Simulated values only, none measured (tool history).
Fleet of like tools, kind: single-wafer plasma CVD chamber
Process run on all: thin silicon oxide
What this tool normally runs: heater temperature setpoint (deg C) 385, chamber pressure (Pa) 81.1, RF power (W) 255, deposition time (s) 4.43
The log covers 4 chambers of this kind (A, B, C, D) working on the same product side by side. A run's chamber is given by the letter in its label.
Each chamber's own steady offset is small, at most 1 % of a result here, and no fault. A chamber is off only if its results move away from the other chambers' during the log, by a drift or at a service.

run,hour,heater temperature setpoint (deg C),chamber pressure (Pa),RF power (W),deposition time (s),hours since the last thermocouple change,hours since the last RF generator calibration,hours since the last manometer calibration,"read-back reference wafer on the same gauge, thickness_nm",mean film thickness on the monitor wafer (nm)
1C,8.1,385,81.1,255,4.43,87.7,699.7,806.8,5.3413,5.7551
2B,13.9,385,81.1,255,4.43,360.4,366.3,1324.9,5.3408,5.801
3A,21.2,385,81.1,255,4.43,539.3,712.8,1052.4,5.3417,5.7589
4D,30.5,385,81.1,255,4.43,1136,388.6,520.9,5.345,5.8212
5A,42.4,385,81.1,255,4.43,560.5,734,1073.6,5.3463,5.7797
6C,54.1,385,81.1,255,4.43,133.7,745.7,852.8,5.3468,5.7814
7B,61.4,385,81.1,255,4.43,407.9,413.8,1372.4,5.3489,5.8038
8D,70,385,81.1,255,4.43,1175.5,428.1,560.4,5.3492,5.8347
9D,77,385,74.1,255,4.83,1182.5,435.1,567.4,5.3502,5.7651
10B,82.8,385,74.1,255,4.83,429.3,435.2,1393.8,5.3517,5.7683
# hour 88.6: chamber C: capacitance manometer re-zeroed and calibrated
11A,91.7,385,74.1,255,4.83,609.8,783.3,1122.9,5.3534,5.6935
12C,103.9,385,74.1,255,4.83,183.5,795.5,15.3,5.3571,5.7084
13D,114.8,385,81.1,255,4.43,1220.3,472.9,605.2,5.3586,5.8508
14C,127.8,385,81.1,255,4.43,207.4,819.4,39.2,5.3593,5.7789
15B,139.9,385,81.1,255,4.43,486.4,492.3,1450.9,5.3615,5.8245
16A,152.2,385,81.1,255,4.43,670.3,843.8,1183.4,5.3643,5.8164
17D,159.8,385,81.1,255,4.43,1265.3,517.9,650.2,5.3651,5.8528
18B,166.4,385,81.1,255,4.43,512.9,518.8,1477.4,5.3643,5.8136
19A,172.5,371,88.1,255,4.43,690.6,864.1,1203.7,5.3642,6.4109
20C,182.9,371,88.1,255,4.43,262.5,874.5,94.3,5.3683,6.4017
# hour 184.7: chamber A: capacitance manometer re-zeroed and calibrated
21B,188.9,371,88.1,255,4.43,535.4,541.3,1499.9,5.3684,6.4526
22C,195.6,371,88.1,255,4.43,275.2,887.2,107,5.3694,6.4161
23A,206.8,385,81.1,255,4.43,724.9,898.4,22.2,5.3707,5.8049
24D,213.1,385,81.1,255,4.43,1318.6,571.2,703.5,5.37,5.8427
25C,224.5,385,81.1,255,4.43,304.1,916.1,135.9,5.374,5.7934

Next, all 4 chambers run the settings below, one line each with question marks for the results. What does each chamber give?
26A,234,385,81.1,255,4.17,,,,,?
26B,234,385,81.1,255,4.17,,,,,?
26C,234,385,81.1,255,4.17,,,,,?
26D,234,385,81.1,255,4.17,,,,,?

run,mean film thickness on the monitor wafer (nm)
26A,5.4807
26B,5.484
26C,5.459
26D,5.5137
